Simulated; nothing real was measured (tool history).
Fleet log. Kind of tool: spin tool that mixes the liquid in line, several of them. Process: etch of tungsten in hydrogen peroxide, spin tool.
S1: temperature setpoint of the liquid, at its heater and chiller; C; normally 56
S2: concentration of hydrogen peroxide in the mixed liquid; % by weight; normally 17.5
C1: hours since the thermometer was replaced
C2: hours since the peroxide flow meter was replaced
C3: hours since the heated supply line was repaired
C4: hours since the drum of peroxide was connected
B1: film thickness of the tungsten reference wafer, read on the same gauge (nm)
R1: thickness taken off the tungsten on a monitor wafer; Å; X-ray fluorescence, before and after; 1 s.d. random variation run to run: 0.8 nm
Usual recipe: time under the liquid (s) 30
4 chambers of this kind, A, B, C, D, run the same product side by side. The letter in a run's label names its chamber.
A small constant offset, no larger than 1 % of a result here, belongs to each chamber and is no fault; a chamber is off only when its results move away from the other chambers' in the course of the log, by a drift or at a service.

Run 1B, hour 12.6: usual settings; C1 804.3; C2 427.2; C3 3028.5; C4 19.4; B1 50.012. Result: R1 915.29 Å.
At hour 13.1: chamber B: heated supply line repaired.
Run 2D, hour 24.5: usual settings; C1 1642.9; C2 363.7; C3 1100.3; C4 99.9; B1 50.023. Result: R1 934.2 Å.
Run 3C, hour 34.1: usual settings; C1 97.8; C2 957; C3 827.2; C4 238.4; B1 50.016. Result: R1 930.84 Å.
Run 4A, hour 42.9: usual settings; C1 670.6; C2 1342.5; C3 2083.2; C4 423.6; B1 49.988. Result: R1 909 Å.
Run 5D, hour 49.3: usual settings; C1 1667.7; C2 388.5; C3 1125.1; C4 124.7; B1 50.008. Result: R1 930.12 Å.
Run 6A, hour 60.1: usual settings; C1 687.8; C2 1359.7; C3 2100.4; C4 440.8; B1 49.99. Result: R1 927.5 Å.
Run 7B, hour 71.9: usual settings; C1 863.6; C2 486.5; C3 58.9; C4 78.7; B1 50.001. Result: R1 933.81 Å.
Run 8C, hour 81.5: usual settings; C1 145.2; C2 1004.4; C3 874.6; C4 285.8; B1 50.01. Result: R1 915.12 Å.
Run 9C, hour 91.5: usual settings; C1 155.2; C2 1014.4; C3 884.6; C4 295.8; B1 50.017. Result: R1 916.13 Å.
Run 10B, hour 100.7: usual settings; C1 892.4; C2 515.3; C3 87.7; C4 107.5; B1 49.977. Result: R1 928.57 Å.
Run 11D, hour 113.8: usual settings; C1 1732.2; C2 453; C3 1189.6; C4 189.2; B1 49.993. Result: R1 935.06 Å.
Run 12A, hour 121.2: usual settings; C1 748.9; C2 1420.8; C3 2161.5; C4 501.9; B1 49.996. Result: R1 921.13 Å.
Run 13B, hour 133.6: usual settings but S1 50.5 C; C1 925.3; C2 548.2; C3 120.6; C4 140.4; B1 50.02. Result: R1 662.51 Å.
At hour 140.6: chamber D: heated supply line repaired.
Run 14C, hour 141.7: usual settings but S1 50.5 C; C1 205.4; C2 1064.6; C3 934.8; C4 346; B1 50.003. Result: R1 664.27 Å.
Run 15A, hour 152.9: usual settings but S1 50.5 C; C1 780.6; C2 1452.5; C3 2193.2; C4 533.6; B1 50.015. Result: R1 666.86 Å.
Run 16D, hour 165.2: usual settings but S1 50.5 C; C1 1783.6; C2 504.4; C3 24.6; C4 240.6; B1 50.005. Result: R1 667.47 Å.
Run 17C, hour 175.7: usual settings; C1 239.4; C2 1098.6; C3 968.8; C4 380; B1 49.979. Result: R1 914.67 Å.
Run 18B, hour 182.8: usual settings but S1 65 C, S2 16 % by weight; C1 974.5; C2 597.4; C3 169.8; C4 189.6; B1 49.987. Result: R1 1516.7 Å.
Run 19D, hour 189: usual settings but S1 65 C, S2 16 % by weight; C1 1807.4; C2 528.2; C3 48.4; C4 264.4; B1 49.986. Result: R1 1466.7 Å.
Run 20A, hour 196: usual settings but S1 65 C, S2 16 % by weight; C1 823.7; C2 1495.6; C3 2236.3; C4 576.7; B1 50.008. Result: R1 1469 Å.
Run 21C, hour 205.1: usual settings but S1 65 C, S2 16 % by weight; C1 268.8; C2 1128; C3 998.2; C4 409.4; B1 49.994. Result: R1 1465.8 Å.
At hour 205.7: chamber B: thermometer replaced.
Run 22A, hour 214.5: usual settings; C1 842.2; C2 1514.1; C3 2254.8; C4 595.2; B1 49.981. Result: R1 935.71 Å.
Run 23B, hour 225: usual settings; C1 19.4; C2 639.6; C3 212; C4 231.8; B1 50.018. Result: R1 912.2 Å.
Run 24D, hour 233.6: usual settings but S2 20 % by weight, time under the liquid (s) 45; C1 1852; C2 572.8; C3 93; C4 309; B1 50.031. Result: R1 1491.9 Å.
Run 25A, hour 242.9: usual settings but S2 20 % by weight, time under the liquid (s) 45; C1 870.6; C2 1542.5; C3 2283.2; C4 623.6; B1 49.993. Result: R1 1485.5 Å.
Run 26C, hour 254.3: usual settings but S2 20 % by weight, time under the liquid (s) 45; C1 318; C2 1177.2; C3 1047.4; C4 458.6; B1 49.982. Result: R1 1461.7 Å.
Run 27B, hour 261.6: usual settings but S2 20 % by weight, time under the liquid (s) 45; C1 56; C2 676.2; C3 248.6; C4 268.4; B1 50.019. Result: R1 1491.7 Å.
Run 28D, hour 271.5: usual settings but S1 59.5 C; C1 1889.9; C2 610.7; C3 130.9; C4 346.9; B1 49.995. Result: R1 1151.6 Å.
At hour 280.1: chamber C: heated supply line repaired.
Run 29D, hour 280.3: usual settings but S1 59.5 C; C1 1898.7; C2 619.5; C3 139.7; C4 355.7; B1 49.998. Result: R1 1146.4 Å.
Run 30B, hour 288: usual settings but S1 59.5 C; C1 82.4; C2 702.6; C3 275; C4 294.8; B1 49.998. Result: R1 1138.9 Å.
Run 31A, hour 297.1: usual settings but S1 59.5 C; C1 924.8; C2 1596.7; C3 2337.4; C4 677.8; B1 49.999. Result: R1 1149.4 Å.
Run 32C, hour 304.7: usual settings; C1 368.4; C2 1227.6; C3 24.7; C4 509; B1 50.014. Result: R1 910.62 Å.
Run 33C, hour 312: usual settings; C1 375.7; C2 1234.9; C3 32; C4 516.3; B1 49.983. Result: R1 919.44 Å.
At hour 312.3: chamber D: thermometer replaced.
Run 34A, hour 320: usual settings; C1 947.7; C2 1619.6; C3 2360.3; C4 700.7; B1 49.972. Result: R1 927.88 Å.
Run 35B, hour 329.1: usual settings but S2 15 % by weight; C1 123.5; C2 743.7; C3 316.1; C4 335.9; B1 49.997. Result: R1 851.4 Å.
Run 36D, hour 339.7: usual settings but S2 15 % by weight; C1 27.4; C2 678.9; C3 199.1; C4 415.1; B1 49.962. Result: R1 861.88 Å.
Run 37C, hour 351.2: usual settings but S2 15 % by weight; C1 414.9; C2 1274.1; C3 71.2; C4 555.5; B1 50. Result: R1 853.74 Å.
Run 38D, hour 362.3: usual settings but S2 15 % by weight; C1 50; C2 701.5; C3 221.7; C4 437.7; B1 50.008. Result: R1 850.62 Å.
Run 39B, hour 372.4: usual settings; C1 166.8; C2 787; C3 359.4; C4 379.2; B1 50.015. Result: R1 924.05 Å.
Run 40A, hour 383.1: usual settings; C1 1010.8; C2 1682.7; C3 2423.4; C4 763.8; B1 50.015. Result: R1 918.72 Å.
Run 41A, hour 392.1: usual settings but S1 47.5 C, time under the liquid (s) 20; C1 1019.8; C2 1691.7; C3 2432.4; C4 772.8; B1 50.055. Result: R1 374.58 Å.
Run 42B, hour 404.1: usual settings but S1 47.5 C, time under the liquid (s) 20; C1 198.5; C2 818.7; C3 391.1; C4 410.9; B1 50.012. Result: R1 359.26 Å.

All chambers now run identical settings, listed one chamber a line with results as question marks. What results will each chamber show?
Run 43A, hour 413.9: usual settings but S2 20 % by weight. Result: R1 ?.
Run 43B, hour 413.9: usual settings but S2 20 % by weight. Result: R1 ?.
Run 43C, hour 413.9: usual settings but S2 20 % by weight. Result: R1 ?.
Run 43D, hour 413.9: usual settings but S2 20 % by weight. Result: R1 ?.

run      R1
43A  976.29
43B  992.25
43C  992.03
43D  1006.1
